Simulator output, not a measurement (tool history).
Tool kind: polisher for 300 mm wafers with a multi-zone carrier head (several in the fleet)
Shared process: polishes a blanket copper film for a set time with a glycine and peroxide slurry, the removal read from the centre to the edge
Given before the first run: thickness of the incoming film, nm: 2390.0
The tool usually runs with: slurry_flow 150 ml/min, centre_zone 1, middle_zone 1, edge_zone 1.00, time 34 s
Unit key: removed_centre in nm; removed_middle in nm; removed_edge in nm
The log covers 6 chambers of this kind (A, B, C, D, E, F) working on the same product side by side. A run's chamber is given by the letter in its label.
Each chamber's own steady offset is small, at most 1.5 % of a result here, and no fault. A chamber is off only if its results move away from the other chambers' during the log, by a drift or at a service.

run   hour  slurry_flow  centre_zone  middle_zone  edge_zone  time  removed_centre  removed_middle  removed_edge
 1F    4.1          150            1            1       1.00    34          202.85          206.97        208.21
       9.0  -- chamber B: worn pad replaced by a new one
 2C   11.3          150            1            1       1.00    34          204.36          199.75        204.02
      12.1  -- chamber C: worn pad replaced by a new one
      12.4  -- chamber D: worn pad replaced by a new one
 3B   15.6          150            1            1       1.00    34          204.50          205.29        206.49
      21.1  -- chamber E: worn pad replaced by a new one
 4D   22.6          150            1            1       1.00    34          202.68          202.64        202.82
 5E   28.0          150            1            1       1.00    34          205.75          207.17        205.21
      31.1  -- chamber F: worn pad replaced by a new one
 6A   34.9          150            1            1       1.00    34          200.26          205.65        203.80
      40.1  -- chamber B: slurry nozzle cleaned
 7F   40.6          195            1            1       1.00    34          214.28          214.78        216.72
      43.8  -- chamber A: worn pad replaced by a new one
 8A   46.6          195            1            1       1.00    34          215.48          214.31        210.89
 9E   50.9          195            1            1       1.00    34          218.58          216.62        213.14
      55.1  -- chamber D: worn pad replaced by a new one
10D   58.0          195            1            1       1.00    34          214.77          214.91        211.86
11C   62.8          195            1            1       1.00    34          211.88          214.30        208.69
12B   67.6          195            1            1       1.00    34          211.45          214.38        214.32
      71.0  -- chamber E: worn pad replaced by a new one
13F   72.2          150            1            1       0.91    34          211.09          204.57        198.31
      76.0  -- chamber F: worn pad replaced by a new one
14E   79.5          150            1            1       0.91    34          207.39          207.89        193.02
      80.4  -- chamber C: worn pad replaced by a new one
15B   86.4          150            1            1       0.91    34          198.97          206.43        197.84
      92.8  -- chamber B: worn pad replaced by a new one
16A   93.7          150            1            1       0.91    34          202.32          208.36        193.31
      95.5  -- chamber D: worn pad replaced by a new one
17D   99.4          150            1            1       0.91    34          207.30          204.22        193.11
18C  104.6          150            1            1       0.91    34          199.93          206.55        193.02
19B  109.7          150            1            1       1.00    34          206.78          204.05        206.23
20E  114.3          150            1            1       1.00    34          203.87          202.94        201.67
     116.9  -- chamber F: worn pad replaced by a new one
     118.9  -- chamber E: worn pad replaced by a new one
21C  119.5          150            1            1       1.00    34          200.31          201.06        204.68
22D  123.9          150            1            1       1.00    34          204.74          205.88        204.15
23F  128.1          150            1            1       1.00    34          206.61          204.43        208.39
     132.8  -- chamber C: worn pad replaced by a new one
24A  135.9          150            1            1       1.00    34          207.33          208.13        205.57
     140.3  -- chamber D: worn pad replaced by a new one
25B  141.2          150            1            1       0.92    34          203.42          205.00        199.29
26D  146.2          150            1            1       0.92    34          204.20          204.95        194.71
27F  151.8          150            1            1       0.92    34          207.40          207.13        197.88
     158.4  -- chamber A: worn pad replaced by a new one
28A  158.8          150            1            1       0.92    34          213.59          205.88        195.86
     161.9  -- chamber F: worn pad replaced by a new one
29E  163.1          150            1            1       0.92    34          192.89          193.75        190.95
30C  168.0          150            1            1       0.92    34          200.62          199.65        197.87
31B  172.8          150            1            1       1.00    34          204.99          206.08        202.48
     174.9  -- chamber E: worn pad replaced by a new one
32A  178.1          150            1            1       1.00    34          208.26          205.43        205.43
33F  182.9          150            1            1       1.00    34          203.87          203.52        208.28
     185.9  -- chamber D: worn pad replaced by a new one
     186.4  -- chamber B: worn pad replaced by a new one
34E  189.5          150            1            1       1.00    34          187.09          189.58        197.20
35D  194.1          150            1            1       1.00    34          203.00          204.64        203.82
     195.6  -- chamber C: worn pad replaced by a new one
36C  200.7          150            1            1       1.00    34          202.57          202.74        203.64
37B  206.7          150            1            1       1.00    34          205.06          207.50        207.09
     207.7  -- chamber C: slurry nozzle cleaned
38C  211.3          150            1            1       1.00    34          204.58          204.02        204.22

Predict what each chamber gives when all 6 of them run the settings below next.
39A  216.9          150            1            1       1.00    34               ?               ?             ?
39B  216.9          150            1            1       1.00    34               ?               ?             ?
39C  216.9          150            1            1       1.00    34               ?               ?             ?
39D  216.9          150            1            1       1.00    34               ?               ?             ?
39E  216.9          150            1            1       1.00    34               ?               ?             ?
39F  216.9          150            1            1       1.00    34               ?               ?             ?

run  removed_centre  removed_middle  removed_edge
39A          207.36          205.42        206.83
39B          203.78          207.92        209.05
39C          203.54          203.25        207.19
39D          205.08          203.83        200.94
39E          185.00          187.47        189.89
39F          203.55          206.22        209.54
